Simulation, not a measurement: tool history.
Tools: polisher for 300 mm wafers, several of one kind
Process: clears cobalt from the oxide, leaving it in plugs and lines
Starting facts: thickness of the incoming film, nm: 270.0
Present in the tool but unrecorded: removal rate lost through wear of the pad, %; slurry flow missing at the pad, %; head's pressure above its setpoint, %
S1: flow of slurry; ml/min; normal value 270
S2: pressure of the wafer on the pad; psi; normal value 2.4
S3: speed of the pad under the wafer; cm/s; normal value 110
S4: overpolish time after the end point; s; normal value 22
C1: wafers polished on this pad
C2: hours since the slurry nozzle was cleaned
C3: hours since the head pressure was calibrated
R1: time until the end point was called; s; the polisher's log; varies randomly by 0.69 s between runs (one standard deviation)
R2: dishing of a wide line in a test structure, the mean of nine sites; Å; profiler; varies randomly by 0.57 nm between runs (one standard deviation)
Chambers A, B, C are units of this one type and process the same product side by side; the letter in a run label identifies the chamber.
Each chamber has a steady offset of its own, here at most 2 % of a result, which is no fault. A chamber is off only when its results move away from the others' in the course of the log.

-- day=0.167 chamber B: worn pad replaced by a new one
run 1C day=0.229 | S1=270 S2=2.4 S3=110 S4=22 | C1=745 C2=275.2 C3=279.8 | R1=35.257 R2=559.9
run 2B day=0.55 | S1=270 S2=2.4 S3=110 S4=22 | C1=110 C2=150.2 C3=180.6 | R1=36.339 R2=576.44
run 3A day=0.842 | S1=270 S2=2.4 S3=110 S4=22 | C1=319 C2=186.3 C3=158.1 | R1=35.539 R2=572.01
run 4B day=1.229 | S1=270 S2=2.4 S3=110 S4=22 | C1=305 C2=166.5 C3=196.9 | R1=34.197 R2=572.87
run 5C day=1.496 | S1=270 S2=2.4 S3=110 S4=22 | C1=1109 C2=305.6 C3=310.2 | R1=36.173 R2=565.78
-- day=1.638 chamber A: worn pad replaced by a new one
run 6A day=1.858 | S1=270 S2=2.8 S3=110 S4=29 | C1=64 C2=210.7 C3=182.5 | R1=31.039 R2=599.47
run 7A day=2.1 | S1=270 S2=2.8 S3=110 S4=29 | C1=133 C2=216.5 C3=188.3 | R1=31.357 R2=599.83
-- day=2.229 chamber B: worn pad replaced by a new one
-- day=2.308 chamber B: slurry nozzle cleaned
run 8C day=2.371 | S1=270 S2=2.8 S3=110 S4=29 | C1=1361 C2=326.6 C3=331.2 | R1=30.416 R2=596.84
run 9B day=2.708 | S1=270 S2=2.4 S3=110 S4=22 | C1=138 C2=9.6 C3=232.4 | R1=35.411 R2=568.05
run 10C day=2.879 | S1=270 S2=2.4 S3=110 S4=22 | C1=1507 C2=338.8 C3=343.4 | R1=34.402 R2=558.08
run 11B day=3.096 | S1=270 S2=2.4 S3=110 S4=22 | C1=250 C2=18.9 C3=241.7 | R1=33.615 R2=571.1
-- day=3.304 chamber C: worn pad replaced by a new one
run 12A day=3.375 | S1=270 S2=2.4 S3=110 S4=22 | C1=500 C2=247.1 C3=218.9 | R1=36.022 R2=567.04
-- day=3.538 chamber A: worn pad replaced by a new one
run 13A day=3.575 | S1=270 S2=2.4 S3=110 S4=22 | C1=11 C2=251.9 C3=223.7 | R1=35.339 R2=560.35
run 14B day=3.808 | S1=270 S2=2.4 S3=110 S4=22 | C1=455 C2=36 C3=258.8 | R1=34.051 R2=575.71
run 15C day=4.146 | S1=270 S2=2.4 S3=110 S4=22 | C1=243 C2=369.2 C3=373.8 | R1=34.944 R2=559.48
run 16B day=4.404 | S1=270 S2=2.4 S3=110 S4=22 | C1=626 C2=50.3 C3=273.1 | R1=33.5 R2=563.29
-- day=4.767 chamber B: worn pad replaced by a new one
run 17A day=4.792 | S1=270 S2=2.4 S3=110 S4=22 | C1=361 C2=281.1 C3=252.9 | R1=36.505 R2=572.85
run 18C day=5.042 | S1=270 S2=2.4 S3=110 S4=22 | C1=500 C2=390.7 C3=395.3 | R1=33.587 R2=569.58
-- day=5.067 chamber A: worn pad replaced by a new one
run 19B day=5.304 | S1=305 S2=2.8 S3=110 S4=22 | C1=155 C2=71.9 C3=294.7 | R1=29.079 R2=587.8
run 20C day=5.479 | S1=305 S2=2.8 S3=110 S4=22 | C1=626 C2=401.2 C3=405.8 | R1=29.541 R2=586.1
run 21A day=5.717 | S1=305 S2=2.8 S3=110 S4=22 | C1=188 C2=303.3 C3=275.1 | R1=29.648 R2=597.31
run 22B day=6.025 | S1=270 S2=2 S3=110 S4=22 | C1=362 C2=89.2 C3=312 | R1=41.545 R2=549.39
run 23A day=6.408 | S1=270 S2=2 S3=110 S4=22 | C1=387 C2=319.9 C3=291.7 | R1=41.678 R2=545.59
-- day=6.575 chamber A: worn pad replaced by a new one
run 24C day=6.725 | S1=270 S2=2 S3=110 S4=22 | C1=984 C2=431.1 C3=435.7 | R1=41.149 R2=544.48
-- day=6.754 chamber B: worn pad replaced by a new one
run 25A day=7.05 | S1=270 S2=2.4 S3=110 S4=22 | C1=137 C2=335.3 C3=307.1 | R1=35.387 R2=578.45
run 26C day=7.229 | S1=355 S2=2.4 S3=92 S4=22 | C1=1129 C2=443.2 C3=447.8 | R1=42.235 R2=544.55
run 27B day=7.608 | S1=355 S2=2.4 S3=92 S4=22 | C1=245 C2=127.2 C3=350 | R1=40.084 R2=550.91
run 28B day=7.954 | S1=355 S2=2.4 S3=92 S4=22 | C1=345 C2=135.5 C3=358.3 | R1=40.646 R2=542.09
-- day=8.054 chamber C: worn pad replaced by a new one
run 29C day=8.142 | S1=270 S2=2.4 S3=110 S4=22 | C1=25 C2=465.1 C3=469.7 | R1=33.828 R2=557.77
-- day=8.346 chamber A: worn pad replaced by a new one
run 30A day=8.492 | S1=270 S2=2.4 S3=110 S4=22 | C1=42 C2=369.9 C3=341.7 | R1=34.4 R2=567.93
run 31B day=8.817 | S1=270 S2=2.8 S3=110 S4=14 | C1=593 C2=156.2 C3=379 | R1=30.025 R2=524.39

All chambers now run identical settings, listed one chamber a line with results as question marks. What results will each chamber show?
run 32A day=9.096 | S1=325 S2=2.4 S3=110 S4=22 | R1=? R2=?
run 32B day=9.096 | S1=325 S2=2.4 S3=110 S4=22 | R1=? R2=?
run 32C day=9.096 | S1=325 S2=2.4 S3=110 S4=22 | R1=? R2=?

run=32A R1=33.982 R2=567.27
run=32B R1=35.017 R2=563.89
run=32C R1=34.405 R2=560.47

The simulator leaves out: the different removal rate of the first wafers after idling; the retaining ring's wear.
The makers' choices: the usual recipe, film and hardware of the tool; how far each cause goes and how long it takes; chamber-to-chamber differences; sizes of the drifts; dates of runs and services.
